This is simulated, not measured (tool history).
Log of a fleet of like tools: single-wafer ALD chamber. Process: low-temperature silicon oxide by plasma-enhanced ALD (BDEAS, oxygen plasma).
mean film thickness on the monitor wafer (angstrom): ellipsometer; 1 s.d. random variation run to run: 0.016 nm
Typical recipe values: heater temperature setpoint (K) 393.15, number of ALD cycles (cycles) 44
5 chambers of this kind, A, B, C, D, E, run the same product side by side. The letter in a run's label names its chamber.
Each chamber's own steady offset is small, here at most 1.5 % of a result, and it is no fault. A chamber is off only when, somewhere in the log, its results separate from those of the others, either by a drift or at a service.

run,hour,heater temperature setpoint (K),number of ALD cycles (cycles),"read-back reference wafer on the same gauge, thickness_nm",mean film thickness on the monitor wafer (angstrom)
1C,11.0,393.15,44,5.1612,60.555
2B,24.0,393.15,44,5.1610,59.725
3A,32.4,393.15,44,5.1627,60.760
4D,48.0,393.15,44,5.1630,61.051
5E,64.2,393.15,44,5.1572,60.262
6A,77.7,393.15,44,5.1607,60.758
7C,85.1,393.15,44,5.1595,60.788
8D,98.2,393.15,47,5.1626,65.062
9E,113.0,393.15,47,5.1571,64.185
10B,127.2,393.15,47,5.1657,63.744
11A,138.7,393.15,47,5.1582,65.384
12E,148.0,393.15,47,5.1623,64.042
13D,156.3,393.15,44,5.1609,60.672
14B,165.6,400.15,39,5.1565,52.533
15C,176.3,400.15,39,5.1553,53.016
16D,190.2,400.15,39,5.1623,52.899
17C,200.9,400.15,39,5.1598,52.808
18E,216.8,400.15,39,5.1604,52.499
19B,231.0,393.15,44,5.1575,59.988
20A,240.2,393.15,44,5.1605,61.081
21E,249.9,393.15,44,5.1589,60.238
22A,258.2,393.15,37,5.1613,51.545
23B,266.6,393.15,37,5.1564,50.507
24D,275.0,393.15,37,5.1626,51.276
25C,287.2,393.15,37,5.1612,50.777
26B,297.3,393.15,37,5.1587,50.601
27A,310.9,393.15,44,5.1579,60.939
28C,318.4,393.15,44,5.1603,60.535
29E,328.2,393.15,44,5.1576,60.333
30D,343.2,393.15,44,5.1581,60.739
31A,352.7,393.15,44,5.1573,60.966
32D,362.9,393.15,44,5.1600,60.665
33C,378.8,393.15,44,5.1622,60.290
34E,393.8,393.15,44,5.1571,60.128
35B,403.0,393.15,44,5.1596,60.019
36B,418.2,384.15,44,5.1592,60.882

Next, every chamber runs the same settings. What will each give?
37A,429.8,393.15,44,,?
37B,429.8,393.15,44,,?
37C,429.8,393.15,44,,?
37D,429.8,393.15,44,,?
37E,429.8,393.15,44,,?

run,mean film thickness on the monitor wafer (angstrom)
37A,60.940
37B,59.937
37C,60.520
37D,60.510
37E,60.288

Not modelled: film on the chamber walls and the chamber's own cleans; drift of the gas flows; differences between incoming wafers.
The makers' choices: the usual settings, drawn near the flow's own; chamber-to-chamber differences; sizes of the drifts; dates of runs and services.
